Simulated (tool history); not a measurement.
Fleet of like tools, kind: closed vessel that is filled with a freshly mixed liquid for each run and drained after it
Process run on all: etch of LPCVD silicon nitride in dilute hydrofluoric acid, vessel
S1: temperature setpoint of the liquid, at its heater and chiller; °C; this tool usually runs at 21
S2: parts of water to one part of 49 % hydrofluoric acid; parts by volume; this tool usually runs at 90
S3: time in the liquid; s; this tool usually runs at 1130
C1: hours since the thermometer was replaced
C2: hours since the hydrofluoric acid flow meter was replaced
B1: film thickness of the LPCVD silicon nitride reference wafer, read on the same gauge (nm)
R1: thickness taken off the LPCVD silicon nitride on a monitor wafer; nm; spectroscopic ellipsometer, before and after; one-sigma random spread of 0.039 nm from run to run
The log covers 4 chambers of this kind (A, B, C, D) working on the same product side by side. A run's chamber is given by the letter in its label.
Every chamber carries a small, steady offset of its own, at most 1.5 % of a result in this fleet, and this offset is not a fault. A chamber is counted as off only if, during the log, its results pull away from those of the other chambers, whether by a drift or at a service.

| run | hour | S1 | S2 | S3 | C1 | C2 | B1 | R1 |
|---|---|---|---|---|---|---|---|---|
| 1C | 8.3 | 21 | 90 | 1130 | 1230.8 | 133.5 | 59.955 | 4.4659 |
| 2D | 13.1 | 21 | 90 | 1130 | 1149.8 | 274.7 | 59.996 | 4.5081 |
| 3A | 23.1 | 21 | 90 | 1130 | 810.1 | 251.8 | 59.993 | 4.5374 |
| 4B | 32.3 | 21 | 90 | 1130 | 525.4 | 565.7 | 59.948 | 4.5107 |
| 5C | 39.5 | 21 | 90 | 1130 | 1262 | 164.7 | 59.973 | 4.5034 |
| 6D | 48.3 | 21 | 90 | 1130 | 1185 | 309.9 | 59.965 | 4.4066 |
| 7A | 53.7 | 21 | 90 | 1130 | 840.7 | 282.4 | 60.017 | 4.4221 |
| 8B | 64 | 21 | 90 | 1130 | 557.1 | 597.4 | 59.981 | 4.5175 |
| 9B | 73.8 | 18.5 | 90 | 1130 | 566.9 | 607.2 | 59.983 | 3.7624 |
| 10C | 78.8 | 18.5 | 90 | 1130 | 1301.3 | 204 | 60.007 | 3.7934 |
| 11A | 87 | 18.5 | 90 | 1130 | 874 | 315.7 | 59.998 | 3.7068 |
| 12D | 94.9 | 18.5 | 90 | 1130 | 1231.6 | 356.5 | 60.049 | 3.7362 |
| 13B | 105.6 | 21 | 90 | 1130 | 598.7 | 639 | 59.98 | 4.4349 |
| 14A | 113.9 | 21 | 90 | 1130 | 900.9 | 342.6 | 60.002 | 4.473 |
| 15C | 118.9 | 21 | 90 | 1130 | 1341.4 | 244.1 | 60.005 | 4.4653 |
|  | 122.6 | chamber A: thermometer replaced |
| 16D | 127.9 | 21 | 90 | 1130 | 1264.6 | 389.5 | 59.954 | 4.4974 |
| 17C | 132.6 | 25 | 90 | 1130 | 1355.1 | 257.8 | 60.009 | 6.0144 |
| 18A | 141.3 | 25 | 90 | 1130 | 18.7 | 370 | 59.983 | 5.7235 |
| 19B | 147.2 | 25 | 90 | 1130 | 640.3 | 680.6 | 59.993 | 5.8799 |
| 20D | 155.5 | 25 | 90 | 1130 | 1292.2 | 417.1 | 59.994 | 5.8366 |
| 21A | 163.6 | 21 | 90 | 1130 | 41 | 392.3 | 59.98 | 4.3294 |
| 22B | 170.8 | 21 | 90 | 1130 | 663.9 | 704.2 | 60.034 | 4.4722 |
| 23C | 178 | 21 | 90 | 1130 | 1400.5 | 303.2 | 59.99 | 4.5579 |
| 24D | 187.6 | 21 | 90 | 1130 | 1324.3 | 449.2 | 59.97 | 4.511 |
| 25B | 198.2 | 21 | 90 | 1130 | 691.3 | 731.6 | 59.998 | 4.5053 |

Next, every chamber runs the same settings. What will each give?
| 26A | 205.9 | 21 | 90 | 1130 |  |  |  | ? |
| 26B | 205.9 | 21 | 90 | 1130 |  |  |  | ? |
| 26C | 205.9 | 21 | 90 | 1130 |  |  |  | ? |
| 26D | 205.9 | 21 | 90 | 1130 |  |  |  | ? |

| run | R1 |
|---|---|
| 26A | 4.1926 |
| 26B | 4.4518 |
| 26C | 4.533 |
| 26D | 4.3313 |
